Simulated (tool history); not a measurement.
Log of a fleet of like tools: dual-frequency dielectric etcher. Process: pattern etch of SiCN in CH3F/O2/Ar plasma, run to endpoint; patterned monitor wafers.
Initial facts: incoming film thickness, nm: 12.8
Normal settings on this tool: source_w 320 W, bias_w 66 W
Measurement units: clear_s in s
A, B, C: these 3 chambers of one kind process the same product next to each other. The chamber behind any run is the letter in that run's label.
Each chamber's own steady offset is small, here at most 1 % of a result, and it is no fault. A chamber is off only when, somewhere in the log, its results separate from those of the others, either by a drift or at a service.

{"run": "1C", "hour": 9.4, "source_w": 320, "bias_w": 66, "clear_s": 37.939}
{"run": "2A", "hour": 18.2, "source_w": 320, "bias_w": 66, "clear_s": 38.149}
{"run": "3B", "hour": 24.4, "source_w": 320, "bias_w": 66, "clear_s": 38.307}
{"run": "4B", "hour": 30.3, "source_w": 320, "bias_w": 66, "clear_s": 38.458}
{"run": "5C", "hour": 37.0, "source_w": 320, "bias_w": 66, "clear_s": 37.799}
{"run": "6A", "hour": 44.1, "source_w": 320, "bias_w": 66, "clear_s": 38.432}
{"run": "7B", "hour": 51.1, "source_w": 320, "bias_w": 66, "clear_s": 38.841}
{"run": "8A", "hour": 56.6, "source_w": 280, "bias_w": 74, "clear_s": 38.645}
{"run": "9C", "hour": 61.5, "source_w": 280, "bias_w": 74, "clear_s": 38.315}
{"run": "10A", "hour": 69.0, "source_w": 280, "bias_w": 74, "clear_s": 38.547}
{"run": "11C", "hour": 74.1, "source_w": 320, "bias_w": 66, "clear_s": 38.111}
{"run": "12B", "hour": 82.3, "source_w": 320, "bias_w": 66, "clear_s": 38.437}
{"run": "13A", "hour": 88.1, "source_w": 320, "bias_w": 66, "clear_s": 38.003}
{"hour": 93.0, "done": "chamber A: wet clean of the chamber"}
{"hour": 94.4, "done": "chamber C: wet clean of the chamber"}
{"run": "14C", "hour": 96.8, "source_w": 320, "bias_w": 66, "clear_s": 39.478}
{"run": "15B", "hour": 106.0, "source_w": 320, "bias_w": 66, "clear_s": 38.394}
{"run": "16B", "hour": 110.0, "source_w": 320, "bias_w": 66, "clear_s": 38.204}
{"run": "17A", "hour": 117.6, "source_w": 320, "bias_w": 66, "clear_s": 37.875}
{"run": "18C", "hour": 126.9, "source_w": 290, "bias_w": 66, "clear_s": 41.08}
{"run": "19C", "hour": 131.7, "source_w": 290, "bias_w": 66, "clear_s": 41.403}
{"run": "20B", "hour": 137.4, "source_w": 290, "bias_w": 66, "clear_s": 39.961}
{"run": "21A", "hour": 144.3, "source_w": 320, "bias_w": 66, "clear_s": 38.126}
{"run": "22A", "hour": 152.2, "source_w": 320, "bias_w": 66, "clear_s": 38.497}
{"run": "23B", "hour": 160.6, "source_w": 320, "bias_w": 66, "clear_s": 38.137}
{"run": "24C", "hour": 166.0, "source_w": 320, "bias_w": 66, "clear_s": 39.456}
{"run": "25A", "hour": 172.6, "source_w": 320, "bias_w": 66, "clear_s": 38.017}
{"run": "26C", "hour": 182.0, "source_w": 320, "bias_w": 66, "clear_s": 39.413}
{"run": "27B", "hour": 186.7, "source_w": 320, "bias_w": 66, "clear_s": 38.312}
{"run": "28C", "hour": 193.1, "source_w": 270, "bias_w": 75, "clear_s": 40.256}
{"run": "29B", "hour": 197.8, "source_w": 270, "bias_w": 75, "clear_s": 39.467}
{"run": "30A", "hour": 202.8, "source_w": 270, "bias_w": 75, "clear_s": 38.744}
{"run": "31C", "hour": 208.3, "source_w": 320, "bias_w": 66, "clear_s": 39.52}
{"run": "32A", "hour": 213.7, "source_w": 320, "bias_w": 66, "clear_s": 38.294}
{"run": "33B", "hour": 218.5, "source_w": 320, "bias_w": 66, "clear_s": 38.849}
{"run": "34B", "hour": 227.2, "source_w": 320, "bias_w": 66, "clear_s": 38.428}
{"run": "35C", "hour": 235.2, "source_w": 250, "bias_w": 74, "clear_s": 41.908}
{"run": "36A", "hour": 241.3, "source_w": 250, "bias_w": 74, "clear_s": 40.163}
{"run": "37C", "hour": 248.1, "source_w": 250, "bias_w": 74, "clear_s": 41.853}
{"run": "38B", "hour": 252.4, "source_w": 320, "bias_w": 78, "clear_s": 36.166}
{"run": "39A", "hour": 260.4, "source_w": 320, "bias_w": 78, "clear_s": 36.085}
{"run": "40A", "hour": 269.4, "source_w": 320, "bias_w": 78, "clear_s": 35.94}
{"run": "41C", "hour": 274.0, "source_w": 320, "bias_w": 66, "clear_s": 39.415}

All 3 chambers run these settings next. Forecast each chamber's results:
{"run": "42A", "hour": 280.7, "source_w": 320, "bias_w": 66, "clear_s": "?"}
{"run": "42B", "hour": 280.7, "source_w": 320, "bias_w": 66, "clear_s": "?"}
{"run": "42C", "hour": 280.7, "source_w": 320, "bias_w": 66, "clear_s": "?"}

run=42A clear_s=38.239
run=42B clear_s=38.308
run=42C clear_s=39.566

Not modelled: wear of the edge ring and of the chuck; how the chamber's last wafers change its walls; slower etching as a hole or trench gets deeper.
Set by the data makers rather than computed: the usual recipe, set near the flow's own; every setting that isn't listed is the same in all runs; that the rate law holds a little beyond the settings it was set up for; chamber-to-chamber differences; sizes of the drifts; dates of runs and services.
